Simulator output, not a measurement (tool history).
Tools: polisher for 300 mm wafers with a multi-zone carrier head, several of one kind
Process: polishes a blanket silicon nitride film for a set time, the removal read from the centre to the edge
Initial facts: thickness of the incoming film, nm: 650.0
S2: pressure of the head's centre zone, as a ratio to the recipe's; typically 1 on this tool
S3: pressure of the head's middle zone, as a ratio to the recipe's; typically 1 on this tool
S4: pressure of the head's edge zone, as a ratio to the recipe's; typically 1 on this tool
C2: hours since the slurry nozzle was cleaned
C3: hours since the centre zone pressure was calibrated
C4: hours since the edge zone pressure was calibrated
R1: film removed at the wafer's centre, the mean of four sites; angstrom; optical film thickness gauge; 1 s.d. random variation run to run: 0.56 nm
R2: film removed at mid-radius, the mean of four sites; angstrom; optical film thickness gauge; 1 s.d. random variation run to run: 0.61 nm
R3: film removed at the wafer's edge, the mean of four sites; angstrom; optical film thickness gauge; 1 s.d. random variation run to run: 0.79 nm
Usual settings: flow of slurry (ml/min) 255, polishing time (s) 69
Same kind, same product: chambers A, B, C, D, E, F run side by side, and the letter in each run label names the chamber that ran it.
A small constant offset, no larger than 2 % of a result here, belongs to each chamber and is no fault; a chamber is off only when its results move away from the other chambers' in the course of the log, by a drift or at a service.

run 1B day=0.442 | flow_of_slurry_(ml/min)=255 S2=1 S3=1 S4=1 polishing_time_(s)=69 | wafers_polished_on_this_pad=1025 C2=391.1 C3=497.4 C4=326 | R1=778.19 R2=778.91 R3=783.57
run 2D day=0.783 | flow_of_slurry_(ml/min)=255 S2=1 S3=1 S4=1 polishing_time_(s)=69 | wafers_polished_on_this_pad=465 C2=578.7 C3=341 C4=246.1 | R1=788.28 R2=785.18 R3=769.03
-- day=0.958 chamber B: worn pad replaced by a new one
run 3E day=1.158 | flow_of_slurry_(ml/min)=255 S2=1 S3=1 S4=1 polishing_time_(s)=69 | wafers_polished_on_this_pad=436 C2=98.6 C3=316.7 C4=635.6 | R1=786.51 R2=768.31 R3=786.26
-- day=1.175 chamber B: slurry nozzle cleaned
run 4C day=1.679 | flow_of_slurry_(ml/min)=255 S2=1 S3=1 S4=1 polishing_time_(s)=69 | wafers_polished_on_this_pad=749 C2=252.4 C3=1050.8 C4=503.8 | R1=784.69 R2=765.06 R3=757.31
-- day=1.688 chamber C: slurry nozzle cleaned
run 5A day=1.95 | flow_of_slurry_(ml/min)=255 S2=1 S3=1 S4=1 polishing_time_(s)=69 | wafers_polished_on_this_pad=779 C2=52.3 C3=72.4 C4=95.5 | R1=776.4 R2=793.82 R3=770.01
-- day=2.029 chamber B: edge zone pressure recalibrated
run 6F day=2.275 | flow_of_slurry_(ml/min)=255 S2=1.11 S3=1 S4=1 polishing_time_(s)=69 | wafers_polished_on_this_pad=914 C2=170.3 C3=719.8 C4=669.6 | R1=874.26 R2=782.93 R3=784.05
-- day=2.308 chamber A: worn pad replaced by a new one
run 7E day=2.829 | flow_of_slurry_(ml/min)=255 S2=1.11 S3=1 S4=1 polishing_time_(s)=69 | wafers_polished_on_this_pad=711 C2=138.7 C3=356.8 C4=675.7 | R1=868.47 R2=785.83 R3=777.96
-- day=3.025 chamber F: worn pad replaced by a new one
run 8A day=3.342 | flow_of_slurry_(ml/min)=255 S2=1.11 S3=1 S4=1 polishing_time_(s)=69 | wafers_polished_on_this_pad=170 C2=85.7 C3=105.8 C4=128.9 | R1=877.38 R2=793.62 R3=775.77
run 9F day=3.667 | flow_of_slurry_(ml/min)=255 S2=1.11 S3=1 S4=1 polishing_time_(s)=69 | wafers_polished_on_this_pad=106 C2=203.7 C3=753.2 C4=703 | R1=863.15 R2=777.73 R3=791.84
-- day=3.717 chamber D: worn pad replaced by a new one
run 10C day=3.992 | flow_of_slurry_(ml/min)=255 S2=1.11 S3=1 S4=1 polishing_time_(s)=69 | wafers_polished_on_this_pad=1131 C2=55.3 C3=1106.3 C4=559.3 | R1=878.46 R2=766.73 R3=777.77
-- day=4.067 chamber F: edge zone pressure recalibrated
run 11B day=4.279 | flow_of_slurry_(ml/min)=255 S2=1.11 S3=1 S4=1 polishing_time_(s)=69 | wafers_polished_on_this_pad=548 C2=74.5 C3=589.5 C4=54.1 | R1=865.54 R2=775.22 R3=789.07
run 12D day=4.592 | flow_of_slurry_(ml/min)=255 S2=1 S3=1 S4=1 polishing_time_(s)=69 | wafers_polished_on_this_pad=144 C2=670.1 C3=432.4 C4=337.5 | R1=793.21 R2=776.93 R3=762.72
run 13E day=5.054 | flow_of_slurry_(ml/min)=255 S2=1 S3=1 S4=1 polishing_time_(s)=69 | wafers_polished_on_this_pad=1078 C2=192.1 C3=410.2 C4=729.1 | R1=771.93 R2=780.23 R3=787.45
run 14F day=5.317 | flow_of_slurry_(ml/min)=255 S2=1 S3=1 S4=1.04 polishing_time_(s)=69 | wafers_polished_on_this_pad=378 C2=243.3 C3=792.8 C4=30.1 | R1=775.93 R2=794.18 R3=803.99
-- day=5.779 chamber C: worn pad replaced by a new one
run 15A day=5.867 | flow_of_slurry_(ml/min)=255 S2=1 S3=1 S4=1.04 polishing_time_(s)=69 | wafers_polished_on_this_pad=587 C2=146.3 C3=166.4 C4=189.5 | R1=770.85 R2=793.12 R3=783.87
run 16C day=6.158 | flow_of_slurry_(ml/min)=255 S2=1 S3=1 S4=1.04 polishing_time_(s)=69 | wafers_polished_on_this_pad=62 C2=107.3 C3=1158.3 C4=611.3 | R1=787.75 R2=779.36 R3=786.98
-- day=6.408 chamber C: centre zone pressure recalibrated
run 17D day=6.721 | flow_of_slurry_(ml/min)=255 S2=1 S3=1 S4=1.04 polishing_time_(s)=69 | wafers_polished_on_this_pad=495 C2=721.2 C3=483.5 C4=388.6 | R1=784.7 R2=781.64 R3=795.43
-- day=6.804 chamber B: worn pad replaced by a new one
-- day=7.042 chamber F: centre zone pressure recalibrated
-- day=7.2 chamber E: worn pad replaced by a new one
run 18B day=7.271 | flow_of_slurry_(ml/min)=255 S2=1 S3=1 S4=1.04 polishing_time_(s)=69 | wafers_polished_on_this_pad=77 C2=146.3 C3=661.3 C4=125.9 | R1=768.81 R2=780.46 R3=811.79
-- day=7.325 chamber A: worn pad replaced by a new one
run 19D day=7.775 | flow_of_slurry_(ml/min)=255 S2=1 S3=1 S4=1.04 polishing_time_(s)=69 | wafers_polished_on_this_pad=669 C2=746.5 C3=508.8 C4=413.9 | R1=784.81 R2=771.91 R3=796.31
run 20E day=8.038 | flow_of_slurry_(ml/min)=255 S2=1 S3=1 S4=1 polishing_time_(s)=69 | wafers_polished_on_this_pad=138 C2=263.7 C3=481.8 C4=800.7 | R1=786.71 R2=783.64 R3=781.2
run 21A day=8.617 | flow_of_slurry_(ml/min)=255 S2=1 S3=1 S4=1 polishing_time_(s)=69 | wafers_polished_on_this_pad=213 C2=212.3 C3=232.4 C4=255.5 | R1=769.62 R2=785.49 R3=767.81
run 22C day=8.929 | flow_of_slurry_(ml/min)=255 S2=1 S3=1 S4=1 polishing_time_(s)=69 | wafers_polished_on_this_pad=519 C2=173.8 C3=60.5 C4=677.8 | R1=776.69 R2=770.91 R3=768.04
-- day=8.967 chamber D: slurry nozzle cleaned
-- day=9.125 chamber D: worn pad replaced by a new one
-- day=9.133 chamber E: slurry nozzle cleaned
-- day=9.2 chamber F: worn pad replaced by a new one
run 23B day=9.438 | flow_of_slurry_(ml/min)=255 S2=1 S3=1 S4=1 polishing_time_(s)=69 | wafers_polished_on_this_pad=434 C2=198.3 C3=713.3 C4=177.9 | R1=753.34 R2=776.76 R3=781.76
run 24F day=9.692 | flow_of_slurry_(ml/min)=255 S2=1 S3=1 S4=1 polishing_time_(s)=69 | wafers_polished_on_this_pad=81 C2=348.3 C3=63.7 C4=135.1 | R1=785.24 R2=792.53 R3=798.55
run 25D day=9.983 | flow_of_slurry_(ml/min)=255 S2=1 S3=1 S4=1 polishing_time_(s)=69 | wafers_polished_on_this_pad=142 C2=24.4 C3=561.8 C4=466.9 | R1=787.7 R2=774.46 R3=763.19
run 26A day=10.275 | flow_of_slurry_(ml/min)=255 S2=1 S3=1 S4=1 polishing_time_(s)=69 | wafers_polished_on_this_pad=486 C2=252.1 C3=272.2 C4=295.3 | R1=774.72 R2=783.1 R3=779.27
run 27B day=10.712 | flow_of_slurry_(ml/min)=195 S2=1 S3=1 S4=1 polishing_time_(s)=69 | wafers_polished_on_this_pad=644 C2=228.9 C3=743.9 C4=208.5 | R1=719.34 R2=758.47 R3=763.37
run 28C day=11.112 | flow_of_slurry_(ml/min)=195 S2=1 S3=1 S4=1 polishing_time_(s)=69 | wafers_polished_on_this_pad=879 C2=226.2 C3=112.9 C4=730.2 | R1=739.82 R2=743.56 R3=744.07
run 29E day=11.475 | flow_of_slurry_(ml/min)=195 S2=1 S3=1 S4=1 polishing_time_(s)=69 | wafers_polished_on_this_pad=705 C2=56.2 C3=564.3 C4=883.2 | R1=747.42 R2=750.23 R3=757.38
-- day=11.688 chamber A: worn pad replaced by a new one
run 30F day=11.842 | flow_of_slurry_(ml/min)=195 S2=1 S3=1 S4=1 polishing_time_(s)=69 | wafers_polished_on_this_pad=436 C2=399.9 C3=115.3 C4=186.7 | R1=752.77 R2=741.02 R3=758.18
run 31A day=12.417 | flow_of_slurry_(ml/min)=195 S2=1 S3=1 S4=1 polishing_time_(s)=69 | wafers_polished_on_this_pad=120 C2=303.5 C3=323.6 C4=346.7 | R1=739.19 R2=758.07 R3=753.45
run 32C day=12.996 | flow_of_slurry_(ml/min)=195 S2=1 S3=1 S4=1 polishing_time_(s)=69 | wafers_polished_on_this_pad=1190 C2=271.4 C3=158.1 C4=775.4 | R1=747.08 R2=743.59 R3=745.99
-- day=13.246 chamber D: centre zone pressure recalibrated
-- day=13.308 chamber C: worn pad replaced by a new one
run 33D day=13.317 | flow_of_slurry_(ml/min)=255 S2=1 S3=1 S4=1 polishing_time_(s)=69 | wafers_polished_on_this_pad=691 C2=104.4 C3=1.7 C4=546.9 | R1=782.1 R2=787.3 R3=785.13
run 34F day=13.733 | flow_of_slurry_(ml/min)=255 S2=1 S3=1.09 S4=1 polishing_time_(s)=69 | wafers_polished_on_this_pad=747 C2=445.3 C3=160.7 C4=232.1 | R1=778.99 R2=854.76 R3=784.56
-- day=13.767 chamber B: worn pad replaced by a new one
-- day=13.85 chamber C: slurry nozzle cleaned
run 35E day=14.042 | flow_of_slurry_(ml/min)=255 S2=1 S3=1.09 S4=1 polishing_time_(s)=69 | wafers_polished_on_this_pad=1128 C2=117.8 C3=625.9 C4=944.8 | R1=776.25 R2=841.59 R3=780.16
-- day=14.396 chamber D: worn pad replaced by a new one
run 36B day=14.571 | flow_of_slurry_(ml/min)=255 S2=1 S3=1.09 S4=1 polishing_time_(s)=69 | wafers_polished_on_this_pad=132 C2=321.5 C3=836.5 C4=301.1 | R1=742.86 R2=849.89 R3=777.07
run 37B day=14.954 | flow_of_slurry_(ml/min)=255 S2=1 S3=1.09 S4=1 polishing_time_(s)=69 | wafers_polished_on_this_pad=196 C2=330.7 C3=845.7 C4=310.3 | R1=744.02 R2=859.21 R3=784.24
run 38F day=15.512 | flow_of_slurry_(ml/min)=255 S2=1 S3=1.09 S4=1 polishing_time_(s)=69 | wafers_polished_on_this_pad=1041 C2=488 C3=203.4 C4=274.8 | R1=786.04 R2=840.93 R3=787.62
run 39D day=15.775 | flow_of_slurry_(ml/min)=255 S2=1 S3=1.09 S4=1 polishing_time_(s)=69 | wafers_polished_on_this_pad=227 C2=163.4 C3=60.7 C4=605.9 | R1=791.49 R2=836.42 R3=773.46
run 40C day=16.312 | flow_of_slurry_(ml/min)=255 S2=1 S3=1 S4=1 polishing_time_(s)=69 | wafers_polished_on_this_pad=495 C2=59.1 C3=237.7 C4=855 | R1=778.21 R2=778.16 R3=758.75

What goes on in this fleet: one chamber off, a drifting gauge, or nothing beyond the chambers' own small offsets? Name the chamber and the cause, if any.

Chamber B drifts away from the others.
What lies behind it: centre zone's pressure below its setpoint, % = 4.73.

Below are 4 candidate recipes for chamber B's next run, each the usual settings with a change, their results shown as question marks. Which of them brings B's results back in line with what the other chambers give on the usual settings?
Counts as in line when no further than this from what the other chambers average on the usual settings: R1 20 angstrom; R2 21 angstrom; R3 27 angstrom
run 41B-1 day=16.733 | flow_of_slurry_(ml/min)=250 S2=0.9 S3=1.02 S4=1.04 polishing_time_(s)=69 | R1=? R2=? R3=?
run 41B-2 day=16.733 | flow_of_slurry_(ml/min)=260 S2=1.05 S3=0.99 S4=0.98 polishing_time_(s)=69 | R1=? R2=? R3=?
run 41B-3 day=16.733 | flow_of_slurry_(ml/min)=250 S2=0.95 S3=1.01 S4=1.02 polishing_time_(s)=69 | R1=? R2=? R3=?
run 41B-4 day=16.733 | flow_of_slurry_(ml/min)=260 S2=1.11 S3=0.98 S4=0.96 polishing_time_(s)=70 | R1=? R2=? R3=?

Average result of the remaining chambers running the usual settings: R1 778.71 angstrom; R2 780.42 angstrom; R3 777.38 angstrom
run=41B-1 R1=656.06 R2=797.65 R3=793.82
run=41B-2 R1=779.42 R2=779.07 R3=772.26
run=41B-3 R1=695.89 R2=790.29 R3=785.77
run=41B-4 R1=839.43 R2=782.83 R3=775.23
It is 41B-2 that realigns the chamber with its peers.
